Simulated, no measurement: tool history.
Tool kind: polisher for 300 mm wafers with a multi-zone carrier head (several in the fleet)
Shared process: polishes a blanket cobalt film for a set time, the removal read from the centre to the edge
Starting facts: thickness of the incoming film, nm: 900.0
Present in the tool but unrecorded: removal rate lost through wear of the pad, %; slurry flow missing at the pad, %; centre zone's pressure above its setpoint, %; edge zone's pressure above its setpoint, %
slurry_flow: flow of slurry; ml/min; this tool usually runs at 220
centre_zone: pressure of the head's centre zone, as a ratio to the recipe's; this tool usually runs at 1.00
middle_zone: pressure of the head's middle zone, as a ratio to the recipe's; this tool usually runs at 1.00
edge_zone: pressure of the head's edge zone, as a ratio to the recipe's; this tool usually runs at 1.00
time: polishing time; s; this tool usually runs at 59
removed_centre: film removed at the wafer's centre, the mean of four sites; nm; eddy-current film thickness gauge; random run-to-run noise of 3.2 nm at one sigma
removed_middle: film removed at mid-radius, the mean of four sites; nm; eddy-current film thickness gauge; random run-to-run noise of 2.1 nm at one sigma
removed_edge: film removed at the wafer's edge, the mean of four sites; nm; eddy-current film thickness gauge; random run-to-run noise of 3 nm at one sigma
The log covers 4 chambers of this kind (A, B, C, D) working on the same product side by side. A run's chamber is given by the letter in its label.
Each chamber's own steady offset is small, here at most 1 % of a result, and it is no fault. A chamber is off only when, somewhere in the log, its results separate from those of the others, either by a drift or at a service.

run   hour  slurry_flow  centre_zone  middle_zone  edge_zone  time  wafers polished on this pad  hours since the slurry nozzle was cleaned  hours since the centre zone pressure was calibrated  hours since the edge zone pressure was calibrated  removed_centre  removed_middle  removed_edge
 1A    8.8          220         1.00         1.00       1.00    59                         1116                                      316.6                                                449.6                                              615.4          287.68          289.70        289.43
 2D   13.4          220         1.00         1.00       1.00    59                          603                                      131.8                                                330.4                                              332.8          292.05          287.03        289.74
      15.2  -- chamber C: worn pad replaced by a new one
 3C   17.4          220         1.00         1.00       1.00    59                           28                                      407.9                                                 22.7                                              359.3          286.91          295.92        288.22
      18.6  -- chamber B: worn pad replaced by a new one
 4B   22.0          220         1.00         1.00       1.00    59                           44                                      476.4                                                354.2                                             1007.9          293.88          288.00        285.41
 5C   26.9          220         1.00         1.00       1.00    59                          150                                      417.4                                                 32.2                                              368.8          281.23          287.73        287.00
      31.1  -- chamber A: slurry nozzle cleaned
      32.5  -- chamber D: worn pad replaced by a new one
 6A   35.7          220         1.00         1.00       1.00    59                         1461                                        4.7                                                476.5                                              642.3          284.06          288.99        290.98
 7B   43.3          220         1.00         1.00       1.00    59                          317                                      497.7                                                375.5                                             1029.2          286.44          291.43        290.25
      44.5  -- chamber A: worn pad replaced by a new one
 8D   47.9          220         1.00         1.00       1.00    59                          197                                      166.3                                                364.9                                              367.3          299.00          294.77        291.13
 9D   53.3          220         1.00         1.00       1.00    59                          266                                      171.7                                                370.3                                              372.7          296.58          290.83        286.37
      61.7  -- chamber C: worn pad replaced by a new one
10A   62.1          220         1.00         1.00       1.00    59                          226                                       31.1                                                502.9                                              668.7          286.00          287.79        289.30
11C   70.7          220         1.00         1.00       1.00    59                          115                                      461.2                                                 76.0                                              412.6          292.84          291.36        288.91
      71.2  -- chamber B: worn pad replaced by a new one
12B   75.4          220         1.00         1.00       1.00    59                           54                                      529.8                                                407.6                                             1061.3          287.30          286.55        285.61
13A   83.6          220         1.07         1.00       1.05    59                          502                                       52.6                                                524.4                                              690.2          312.34          285.99        292.92
14C   88.8          220         1.07         1.00       1.05    59                          347                                      479.3                                                 94.1                                              430.7          312.84          290.84        293.68
      89.4  -- chamber D: worn pad replaced by a new one
15D   95.1          220         1.07         1.00       1.05    59                           73                                      213.5                                                412.1                                              414.5          318.98          291.49        302.27
      95.7  -- chamber A: centre zone pressure recalibrated
16B  103.6          220         1.07         1.00       1.05    59                          416                                      558.0                                                435.8                                             1089.5          315.78          290.91        299.46
     109.2  -- chamber C: worn pad replaced by a new one
17D  112.5          220         1.00         1.00       1.00    59                          296                                      230.9                                                429.5                                              431.9          304.72          289.43        285.68
     115.9  -- chamber D: slurry nozzle cleaned
18B  119.2          220         1.00         1.00       1.00    59                          616                                      573.6                                                451.4                                             1105.1          294.61          288.72        287.14
19A  124.9          280         1.00         1.00       1.00    59                         1032                                       93.9                                                 29.3                                              731.5          300.35          296.41        294.86
     130.8  -- chamber B: worn pad replaced by a new one
     131.1  -- chamber B: edge zone pressure recalibrated
20C  132.6          280         1.00         1.00       1.00    59                          300                                      523.1                                                137.9                                              474.5          295.12          299.51        299.26
     137.3  -- chamber C: slurry nozzle cleaned
21B  138.9          280         1.00         1.00       1.00    59                          104                                      593.3                                                471.1                                                7.8          299.41          297.01        295.67
     143.7  -- chamber A: worn pad replaced by a new one
22D  147.6          280         1.00         1.00       1.00    59                          746                                       31.7                                                464.6                                              467.0          315.80          300.88        297.18
     149.5  -- chamber C: worn pad replaced by a new one
23A  154.7          220         1.00         1.00       1.00    59                          142                                      123.7                                                 59.1                                              761.3          290.06          287.54        286.65
     158.7  -- chamber D: worn pad replaced by a new one
24C  163.6          220         1.00         1.00       1.00    59                          181                                       26.3                                                168.9                                              505.5          292.77          289.84        292.94
25C  167.7          220         1.00         1.00       1.00    59                          234                                       30.4                                                173.0                                              509.6          289.11          289.04        284.80
     172.9  -- chamber B: slurry nozzle cleaned
26A  173.7          220         1.00         1.00       1.00    59                          385                                      142.7                                                 78.1                                              780.3          286.85          287.13        288.10
27B  182.3          220         1.00         1.00       1.00    59                          660                                        9.5                                                514.5                                               51.2          291.28          286.00        289.42
28D  187.1          220         1.00         1.00       1.00    59                          364                                       71.2                                                504.1                                              506.5          310.40          288.07        290.73
29C  193.9          220         1.00         1.00       1.00    59                          570                                       56.6                                                199.2                                              535.8          291.76          291.47        285.51

Has any chamber moved away from the others, gradually or after a service, or does the common gauge drift, or do the chambers differ only by their own small steady offsets? State the chamber and the most likely cause if one applies.

It is chamber D that slowly wanders off from its peers.
Most likely cause: centre zone's pressure above its setpoint, % = 6.8.

Below are 4 candidate recipes for chamber D's next run, each the usual settings with a change, their results shown as question marks. Which of them brings D's results back in line with what the other chambers give on the usual settings?
A result is in line if it is within this distance of the other chambers' mean on the usual settings: removed_centre 11.00 nm; removed_middle 7.50 nm; removed_edge 10.00 nm
30D-1  200.4          225         1.05         0.98       0.99    60                                                                                                                                                                                               ?               ?             ?
30D-2  200.4          215         0.95         1.02       1.01    58                                                                                                                                                                                               ?               ?             ?
30D-3  200.4          225         1.10         0.97       0.97    61                                                                                                                                                                                               ?               ?             ?
30D-4  200.4          215         0.90         1.03       1.03    57                                                                                                                                                                                               ?               ?             ?

Other chambers, usual settings, mean: removed_centre 289.42 nm; removed_middle 289.90 nm; removed_edge 288.62 nm
  run  removed_centre  removed_middle  removed_edge
30D-1          338.65          289.03        298.75
30D-2          291.24          288.28        290.39
30D-3          362.29          291.02        300.54
30D-4          269.51          285.94        288.34
The right change is 30D-2: it brings the chamber back within the allowed miss of the others.
